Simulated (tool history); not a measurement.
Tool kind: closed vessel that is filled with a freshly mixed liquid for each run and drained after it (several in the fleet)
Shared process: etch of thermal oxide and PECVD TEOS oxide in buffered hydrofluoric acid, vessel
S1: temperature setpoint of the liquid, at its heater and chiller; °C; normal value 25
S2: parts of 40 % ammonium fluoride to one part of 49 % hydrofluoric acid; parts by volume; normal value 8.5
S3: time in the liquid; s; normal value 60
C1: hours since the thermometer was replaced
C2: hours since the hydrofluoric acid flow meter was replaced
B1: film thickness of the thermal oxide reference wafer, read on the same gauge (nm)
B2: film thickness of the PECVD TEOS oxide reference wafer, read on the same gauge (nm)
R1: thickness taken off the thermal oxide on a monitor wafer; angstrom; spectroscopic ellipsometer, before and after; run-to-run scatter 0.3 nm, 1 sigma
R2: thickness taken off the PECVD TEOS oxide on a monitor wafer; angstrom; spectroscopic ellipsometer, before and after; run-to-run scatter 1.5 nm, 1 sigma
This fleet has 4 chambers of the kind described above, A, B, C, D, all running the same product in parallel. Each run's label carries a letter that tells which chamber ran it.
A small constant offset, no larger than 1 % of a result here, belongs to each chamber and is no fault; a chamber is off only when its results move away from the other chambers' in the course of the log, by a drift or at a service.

Run 1B, hour 6.6: usual settings; C1 332; C2 709.8; B1 70.003; B2 39.994. Result: R1 833.35 angstrom, R2 2586.2 angstrom.
Run 2D, hour 9.6: usual settings; C1 132.4; C2 997.1; B1 70.015; B2 39.998. Result: R1 833.02 angstrom, R2 2601.2 angstrom.
At hour 11.8: chamber A: thermometer replaced.
Run 3A, hour 12.5: usual settings; C1 0.7; C2 1591.8; B1 70.009; B2 40.004. Result: R1 842.51 angstrom, R2 2568.6 angstrom.
Run 4C, hour 15.9: usual settings; C1 1313.1; C2 561; B1 70.018; B2 40.006. Result: R1 833.21 angstrom, R2 2579.5 angstrom.
Run 5C, hour 21.4: usual settings; C1 1318.6; C2 566.5; B1 69.99; B2 40.006. Result: R1 833.52 angstrom, R2 2598.1 angstrom.
Run 6D, hour 25.4: usual settings but S3 90 s; C1 148.2; C2 1012.9; B1 70.004; B2 40.011. Result: R1 1238.8 angstrom, R2 3894.5 angstrom.
Run 7B, hour 31.6: usual settings but S3 90 s; C1 357; C2 734.8; B1 70.003; B2 40.018. Result: R1 1248.7 angstrom, R2 3867.4 angstrom.
Run 8A, hour 36.2: usual settings but S3 90 s; C1 24.4; C2 1615.5; B1 69.987; B2 39.997. Result: R1 1259.1 angstrom, R2 3909.3 angstrom.
Run 9A, hour 40.7: usual settings but S3 90 s; C1 28.9; C2 1620; B1 70.021; B2 39.999. Result: R1 1255.1 angstrom, R2 3897.7 angstrom.
Run 10B, hour 44.3: usual settings; C1 369.7; C2 747.5; B1 69.994; B2 40.006. Result: R1 830.02 angstrom, R2 2597.3 angstrom.
Run 11C, hour 47.8: usual settings; C1 1345; C2 592.9; B1 70.019; B2 40.01. Result: R1 839.74 angstrom, R2 2604.5 angstrom.
Run 12D, hour 51.1: usual settings but S1 29 °C, S2 6.5 parts by volume; C1 173.9; C2 1038.6; B1 70.009; B2 39.988. Result: R1 1349 angstrom, R2 4289.6 angstrom.
Run 13B, hour 54.1: usual settings but S1 29 °C, S2 6.5 parts by volume; C1 379.5; C2 757.3; B1 70.016; B2 39.987. Result: R1 1358.2 angstrom, R2 4222.7 angstrom.
Run 14A, hour 60.7: usual settings but S1 29 °C, S2 6.5 parts by volume; C1 48.9; C2 1640; B1 70.017; B2 40.016. Result: R1 1380 angstrom, R2 4250.5 angstrom.
Run 15D, hour 64: usual settings but S1 29 °C, S2 6.5 parts by volume; C1 186.8; C2 1051.5; B1 69.999; B2 39.986. Result: R1 1349.8 angstrom, R2 4284 angstrom.
Run 16C, hour 67.6: usual settings; C1 1364.8; C2 612.7; B1 69.991; B2 40.012. Result: R1 833.66 angstrom, R2 2586.1 angstrom.
Run 17A, hour 72.5: usual settings; C1 60.7; C2 1651.8; B1 70.01; B2 39.999. Result: R1 835.74 angstrom, R2 2574.4 angstrom.
Run 18D, hour 76.6: usual settings; C1 199.4; C2 1064.1; B1 70.009; B2 39.999. Result: R1 829.13 angstrom, R2 2594.7 angstrom.
Run 19C, hour 83.1: usual settings; C1 1380.3; C2 628.2; B1 70.013; B2 39.989. Result: R1 833.12 angstrom, R2 2590.4 angstrom.
Run 20B, hour 86.9: usual settings; C1 412.3; C2 790.1; B1 70.004; B2 39.999. Result: R1 833.12 angstrom, R2 2594.5 angstrom.
Run 21B, hour 91.5: usual settings; C1 416.9; C2 794.7; B1 69.992; B2 39.993. Result: R1 832.91 angstrom, R2 2607.2 angstrom.
Run 22A, hour 95.9: usual settings; C1 84.1; C2 1675.2; B1 69.997; B2 39.998. Result: R1 832.51 angstrom, R2 2581.8 angstrom.
Run 23D, hour 100.7: usual settings; C1 223.5; C2 1088.2; B1 69.978; B2 40.016. Result: R1 826.61 angstrom, R2 2602.9 angstrom.
Run 24C, hour 104: usual settings; C1 1401.2; C2 649.1; B1 69.991; B2 40.008. Result: R1 837.24 angstrom, R2 2574.2 angstrom.
Run 25B, hour 109.4: usual settings but S1 23 °C, S3 45 s; C1 434.8; C2 812.6; B1 70.007; B2 39.976. Result: R1 560.85 angstrom, R2 1772.8 angstrom.
Run 26A, hour 114: usual settings but S1 23 °C, S3 45 s; C1 102.2; C2 1693.3; B1 69.981; B2 40.01. Result: R1 561.25 angstrom, R2 1730.8 angstrom.
Run 27C, hour 117.9: usual settings but S1 23 °C, S3 45 s; C1 1415.1; C2 663; B1 69.983; B2 40.009. Result: R1 560.39 angstrom, R2 1768 angstrom.
Run 28D, hour 123.2: usual settings but S1 23 °C, S3 45 s; C1 246; C2 1110.7; B1 70.004; B2 40.004. Result: R1 555.92 angstrom, R2 1759.3 angstrom.
Run 29A, hour 128.6: usual settings; C1 116.8; C2 1707.9; B1 70.002; B2 40.001. Result: R1 836.84 angstrom, R2 2618.4 angstrom.
Run 30B, hour 132.6: usual settings; C1 458; C2 835.8; B1 69.999; B2 39.994. Result: R1 829.73 angstrom, R2 2614.2 angstrom.
Run 31C, hour 139.2: usual settings; C1 1436.4; C2 684.3; B1 69.989; B2 40.005. Result: R1 840.63 angstrom, R2 2595.4 angstrom.
Run 32D, hour 143.9: usual settings; C1 266.7; C2 1131.4; B1 70.005; B2 39.998. Result: R1 830.15 angstrom, R2 2614.1 angstrom.
Run 33D, hour 148.5: usual settings; C1 271.3; C2 1136; B1 69.996; B2 39.994. Result: R1 828.65 angstrom, R2 2613.4 angstrom.
Run 34A, hour 151.7: usual settings; C1 139.9; C2 1731; B1 69.998; B2 39.999. Result: R1 834.39 angstrom, R2 2583.8 angstrom.
Run 35B, hour 156.7: usual settings; C1 482.1; C2 859.9; B1 69.996; B2 40.018. Result: R1 835.89 angstrom, R2 2612.6 angstrom.
Run 36C, hour 163: usual settings but S1 28.5 °C, S3 90 s; C1 1460.2; C2 708.1; B1 69.979; B2 39.977. Result: R1 1514 angstrom, R2 4685.1 angstrom.
Run 37C, hour 168.6: usual settings but S1 28.5 °C, S3 90 s; C1 1465.8; C2 713.7; B1 69.991; B2 39.984. Result: R1 1495.1 angstrom, R2 4672.9 angstrom.
At hour 170.1: chamber B: thermometer replaced.
Run 38A, hour 173.6: usual settings but S1 28.5 °C, S3 90 s; C1 161.8; C2 1752.9; B1 70.011; B2 39.978. Result: R1 1507.8 angstrom, R2 4680.6 angstrom.
Run 39B, hour 178.9: usual settings but S1 28.5 °C, S3 90 s; C1 8.8; C2 882.1; B1 70.015; B2 39.974. Result: R1 1493.2 angstrom, R2 4679.1 angstrom.
Run 40D, hour 182.1: usual settings but S2 6 parts by volume, S3 80 s; C1 304.9; C2 1169.6; B1 69.993; B2 40.005. Result: R1 1559.7 angstrom, R2 4984.1 angstrom.
Run 41A, hour 185.2: usual settings but S2 6 parts by volume, S3 80 s; C1 173.4; C2 1764.5; B1 69.996; B2 40.003. Result: R1 1572.6 angstrom, R2 4930.1 angstrom.
Run 42B, hour 188.1: usual settings but S2 6 parts by volume, S3 80 s; C1 18; C2 891.3; B1 69.98; B2 40.004. Result: R1 1576.5 angstrom, R2 4886.2 angstrom.

All chambers now run identical settings, listed one chamber a line with results as question marks. What results will each chamber show?
Run 43A, hour 192.8: usual settings but S2 5.5 parts by volume. Result: R1 ?, R2 ?.
Run 43B, hour 192.8: usual settings but S2 5.5 parts by volume. Result: R1 ?, R2 ?.
Run 43C, hour 192.8: usual settings but S2 5.5 parts by volume. Result: R1 ?, R2 ?.
Run 43D, hour 192.8: usual settings but S2 5.5 parts by volume. Result: R1 ?, R2 ?.

run      R1      R2
43A  1272.2  3940.5
43B  1280.4  3979.9
43C    1283  3966.6
43D  1269.7  3983.3
